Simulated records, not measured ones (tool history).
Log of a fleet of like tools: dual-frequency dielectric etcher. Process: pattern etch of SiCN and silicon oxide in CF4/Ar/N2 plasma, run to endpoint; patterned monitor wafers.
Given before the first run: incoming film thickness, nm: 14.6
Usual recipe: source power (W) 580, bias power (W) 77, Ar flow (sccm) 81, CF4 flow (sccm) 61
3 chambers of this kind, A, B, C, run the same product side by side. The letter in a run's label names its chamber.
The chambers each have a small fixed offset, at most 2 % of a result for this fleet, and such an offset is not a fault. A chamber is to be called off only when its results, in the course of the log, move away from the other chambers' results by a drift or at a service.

run	hour	source power (W)	bias power (W)	Ar flow (sccm)	CF4 flow (sccm)	endpoint time (s)
1A	6	580	77	81	61	13.021
2C	9.2	580	77	81	61	13.014
3B	15.3	580	77	81	61	12.969
4B	18.5	580	77	81	61	12.875
5C	24.1	580	77	81	61	13.136
6A	29.4	580	77	81	61	13.139
7A	32.3	580	77	81	61	12.872
8B	35.6	640	77	81	61	11.826
9C	38.5	640	77	81	61	11.896
10A	42.8	640	77	81	61	11.88
11B	46.8	580	77	81	61	12.933
# hour 48.2: chamber C: wet clean of the chamber
12C	51.4	580	77	81	61	13.002
13C	54.7	580	77	81	61	12.955
14A	57.8	580	77	81	61	13.075
15B	61.3	580	77	81	61	12.806
16C	64.1	580	77	81	61	13.058
17B	67.3	580	93	67	61	11.801
18A	70.4	580	93	67	61	11.851
19C	76.1	580	93	67	61	11.962
20A	78.8	580	67	81	61	13.638
21B	83.4	580	67	81	61	13.485

Read the log: is a single chamber off, either drifting away or since a service, is the gauge that measures every chamber drifting, or is nothing wrong beyond small per-chamber offsets? Name any odd chamber and what most likely caused it.

Nothing is wrong: each chamber keeps only its own small, steady offset and the gauge holds still.
